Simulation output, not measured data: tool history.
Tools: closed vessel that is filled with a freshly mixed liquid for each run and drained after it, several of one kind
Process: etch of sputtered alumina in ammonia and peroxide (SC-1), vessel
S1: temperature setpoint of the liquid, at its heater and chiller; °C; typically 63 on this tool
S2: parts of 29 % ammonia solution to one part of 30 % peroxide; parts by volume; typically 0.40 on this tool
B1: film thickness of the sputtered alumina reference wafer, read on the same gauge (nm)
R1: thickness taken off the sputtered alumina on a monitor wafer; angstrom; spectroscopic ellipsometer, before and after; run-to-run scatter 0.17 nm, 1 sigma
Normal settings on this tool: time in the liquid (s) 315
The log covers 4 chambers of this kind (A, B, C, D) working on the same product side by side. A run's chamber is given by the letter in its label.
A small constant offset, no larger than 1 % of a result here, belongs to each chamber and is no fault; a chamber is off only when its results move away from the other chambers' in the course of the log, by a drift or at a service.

run 1C hour=2.6 | S1=63 S2=0.40 time_in_the_liquid_(s)=315 | B1=39.979 | R1=400.34
run 2B hour=8.0 | S1=63 S2=0.40 time_in_the_liquid_(s)=315 | B1=40.043 | R1=401.25
run 3D hour=10.7 | S1=63 S2=0.40 time_in_the_liquid_(s)=315 | B1=39.997 | R1=405.28
run 4A hour=15.3 | S1=63 S2=0.40 time_in_the_liquid_(s)=315 | B1=40.012 | R1=402.96
run 5D hour=18.9 | S1=63 S2=0.40 time_in_the_liquid_(s)=315 | B1=39.972 | R1=404.98
run 6B hour=24.7 | S1=63 S2=0.40 time_in_the_liquid_(s)=315 | B1=39.978 | R1=401.10
run 7A hour=27.6 | S1=63 S2=0.40 time_in_the_liquid_(s)=315 | B1=40.064 | R1=403.14
run 8C hour=31.1 | S1=63 S2=0.40 time_in_the_liquid_(s)=315 | B1=40.004 | R1=401.70
run 9B hour=35.5 | S1=63 S2=0.40 time_in_the_liquid_(s)=315 | B1=40.021 | R1=400.85
run 10D hour=40.3 | S1=63 S2=0.40 time_in_the_liquid_(s)=315 | B1=40.045 | R1=402.92
run 11C hour=46.1 | S1=63 S2=0.40 time_in_the_liquid_(s)=315 | B1=39.972 | R1=399.45
run 12A hour=50.2 | S1=63 S2=0.40 time_in_the_liquid_(s)=315 | B1=39.987 | R1=400.98
run 13D hour=52.7 | S1=63 S2=0.40 time_in_the_liquid_(s)=315 | B1=40.004 | R1=407.10
run 14B hour=56.5 | S1=63 S2=0.40 time_in_the_liquid_(s)=315 | B1=39.993 | R1=399.81
run 15C hour=59.5 | S1=63 S2=0.40 time_in_the_liquid_(s)=315 | B1=39.996 | R1=399.73
run 16A hour=62.7 | S1=63 S2=0.40 time_in_the_liquid_(s)=315 | B1=39.977 | R1=399.11
run 17C hour=67.7 | S1=63 S2=0.40 time_in_the_liquid_(s)=315 | B1=39.944 | R1=403.30
run 18D hour=72.0 | S1=63 S2=0.40 time_in_the_liquid_(s)=315 | B1=40.013 | R1=404.10
run 19A hour=75.0 | S1=63 S2=0.40 time_in_the_liquid_(s)=315 | B1=39.991 | R1=402.29
-- hour=75.2 chamber B: new drum of ammonia solution connected
run 20B hour=78.2 | S1=63 S2=0.40 time_in_the_liquid_(s)=315 | B1=40.020 | R1=394.67
run 21B hour=82.1 | S1=63 S2=0.40 time_in_the_liquid_(s)=315 | B1=40.041 | R1=397.71
run 22C hour=85.3 | S1=63 S2=0.40 time_in_the_liquid_(s)=315 | B1=40.015 | R1=400.28
run 23D hour=89.7 | S1=63 S2=0.40 time_in_the_liquid_(s)=315 | B1=40.022 | R1=404.81
-- hour=93.8 chamber B: ammonia flow meter replaced
run 24A hour=94.6 | S1=63 S2=0.40 time_in_the_liquid_(s)=315 | B1=39.992 | R1=402.17
run 25C hour=97.3 | S1=63 S2=0.40 time_in_the_liquid_(s)=315 | B1=39.991 | R1=397.97
run 26A hour=99.8 | S1=63 S2=0.40 time_in_the_liquid_(s)=315 | B1=40.030 | R1=402.50
run 27B hour=105.4 | S1=63 S2=0.40 time_in_the_liquid_(s)=315 | B1=40.025 | R1=394.20
run 28D hour=109.0 | S1=63 S2=0.25 time_in_the_liquid_(s)=315 | B1=39.986 | R1=385.90
run 29D hour=114.0 | S1=63 S2=0.25 time_in_the_liquid_(s)=315 | B1=40.012 | R1=388.75
run 30A hour=117.4 | S1=63 S2=0.25 time_in_the_liquid_(s)=315 | B1=40.006 | R1=381.62
run 31B hour=120.6 | S1=63 S2=0.25 time_in_the_liquid_(s)=315 | B1=39.964 | R1=375.71
run 32C hour=124.3 | S1=63 S2=0.30 time_in_the_liquid_(s)=410 | B1=39.996 | R1=507.85
run 33C hour=128.7 | S1=63 S2=0.30 time_in_the_liquid_(s)=410 | B1=40.025 | R1=506.54
run 34D hour=132.9 | S1=63 S2=0.30 time_in_the_liquid_(s)=410 | B1=40.012 | R1=516.38
run 35A hour=136.7 | S1=63 S2=0.30 time_in_the_liquid_(s)=410 | B1=40.006 | R1=510.44
run 36B hour=139.6 | S1=63 S2=0.40 time_in_the_liquid_(s)=315 | B1=39.979 | R1=388.82
run 37A hour=144.9 | S1=63 S2=0.40 time_in_the_liquid_(s)=315 | B1=40.008 | R1=401.69
run 38B hour=148.9 | S1=63 S2=0.40 time_in_the_liquid_(s)=315 | B1=40.016 | R1=392.65
run 39D hour=153.5 | S1=63 S2=0.40 time_in_the_liquid_(s)=315 | B1=40.024 | R1=404.95

The same settings go to every chamber for the next run, one line per chamber below. Forecast the results for each:
run 40A hour=157.6 | S1=63 S2=0.40 time_in_the_liquid_(s)=195 | R1=?
run 40B hour=157.6 | S1=63 S2=0.40 time_in_the_liquid_(s)=195 | R1=?
run 40C hour=157.6 | S1=63 S2=0.40 time_in_the_liquid_(s)=195 | R1=?
run 40D hour=157.6 | S1=63 S2=0.40 time_in_the_liquid_(s)=195 | R1=?

run=40A R1=249.01
run=40B R1=239.51
run=40C R1=247.10
run=40D R1=250.82
